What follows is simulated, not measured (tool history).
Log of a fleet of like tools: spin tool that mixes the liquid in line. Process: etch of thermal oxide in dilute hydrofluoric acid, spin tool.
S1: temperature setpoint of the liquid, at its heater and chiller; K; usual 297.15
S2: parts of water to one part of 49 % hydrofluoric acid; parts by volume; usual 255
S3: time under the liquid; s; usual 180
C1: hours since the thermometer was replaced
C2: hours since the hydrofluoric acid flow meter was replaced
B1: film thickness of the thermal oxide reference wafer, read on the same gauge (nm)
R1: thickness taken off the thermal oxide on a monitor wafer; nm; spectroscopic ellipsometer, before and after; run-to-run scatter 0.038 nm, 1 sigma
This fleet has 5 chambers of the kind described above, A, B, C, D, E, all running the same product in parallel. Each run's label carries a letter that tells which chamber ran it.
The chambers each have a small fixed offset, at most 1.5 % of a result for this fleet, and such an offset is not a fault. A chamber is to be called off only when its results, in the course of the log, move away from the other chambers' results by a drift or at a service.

run,hour,S1,S2,S3,C1,C2,B1,R1
1D,7.3,297.15,255,180,417.8,1380.3,69.974,2.7874
2C,14.9,297.15,255,180,770,1193,69.963,2.7569
3E,18.6,297.15,255,180,394.4,213.9,69.942,2.8341
4A,25.2,297.15,255,180,978.1,1361.9,69.996,2.7222
5B,33.6,297.15,255,180,2108.3,731.3,70.023,2.8306
6D,37.6,297.15,255,180,448.1,1410.6,70.035,2.6951
7E,45.2,297.15,255,180,421,240.5,70.025,2.7809
8A,50.8,297.15,255,180,1003.7,1387.5,70.078,2.7495
9B,58.3,297.15,255,180,2133,756,69.989,2.7604
10C,62.5,297.15,255,180,817.6,1240.6,70,2.7777
11A,69.5,297.15,255,230,1022.4,1406.2,69.944,3.3724
# hour 75.3: chamber B: thermometer replaced
12E,77.4,297.15,255,230,453.2,272.7,70.036,3.5901
13B,84.8,297.15,255,230,9.6,782.5,70.032,3.51
14D,91.6,297.15,255,230,502.1,1464.6,70.059,3.5775
# hour 94.9: chamber E: thermometer replaced
15C,100.2,297.15,255,230,855.3,1278.3,69.967,3.5036
16C,107,292.15,310,180,862.1,1285.1,70.048,1.7902
17E,112.9,292.15,310,180,18.1,308.2,69.963,1.7687
18D,120.7,292.15,310,180,531.2,1493.7,69.99,1.8428
19A,128,292.15,310,180,1080.9,1464.7,70.012,1.7266
20B,132.7,292.15,310,180,57.5,830.4,69.999,1.7862
21B,136.6,297.15,255,180,61.4,834.3,70.043,2.7623
22E,144.8,297.15,255,180,50,340.1,69.955,2.835
23A,152,299.15,255,75,1104.9,1488.7,69.993,1.1594
24C,159.3,299.15,255,75,914.4,1337.4,69.962,1.2015
25D,163.1,299.15,255,75,573.6,1536.1,69.952,1.2561
26B,170.5,299.15,255,75,95.3,868.2,70.021,1.2351
27E,175.7,299.15,255,75,80.9,371,70.027,1.2414
28C,181.2,297.15,255,180,936.3,1359.3,70.024,2.7482
29D,187.5,297.15,255,180,598,1560.5,69.986,2.7114
30A,193.3,297.15,255,180,1146.2,1530,70.02,2.531
31C,200.4,297.15,255,180,955.5,1378.5,69.998,2.7437
32D,209,300.15,255,225,619.5,1582,70.023,3.8747
33A,217.1,300.15,255,225,1170,1553.8,69.998,3.5042
34E,223.3,300.15,255,225,128.5,418.6,70.024,3.8515
35B,227.2,300.15,255,225,152,924.9,69.952,3.7587
36E,233.7,300.15,255,225,138.9,429,70.009,3.9095
37B,237.9,297.15,255,180,162.7,935.6,70.04,2.6737
38A,245.8,297.15,255,180,1198.7,1582.5,70.001,2.5024
39C,252.6,297.15,255,180,1007.7,1430.7,69.998,2.745
40D,256.5,297.15,255,180,667,1629.5,69.998,2.7721
41A,262.4,297.15,255,120,1215.3,1599.1,70.011,1.6197
42C,268.2,297.15,255,120,1023.3,1446.3,69.965,1.8435
43E,272.8,297.15,255,120,178,468.1,70.001,1.8402

For the next run the whole fleet of 5 chambers uses the same settings. Give each chamber's results:
44A,279,297.15,255,235,,,,?
44B,279,297.15,255,235,,,,?
44C,279,297.15,255,235,,,,?
44D,279,297.15,255,235,,,,?
44E,279,297.15,255,235,,,,?

run,R1
44A,3.2102
44B,3.481
44C,3.7156
44D,3.6479
44E,3.674
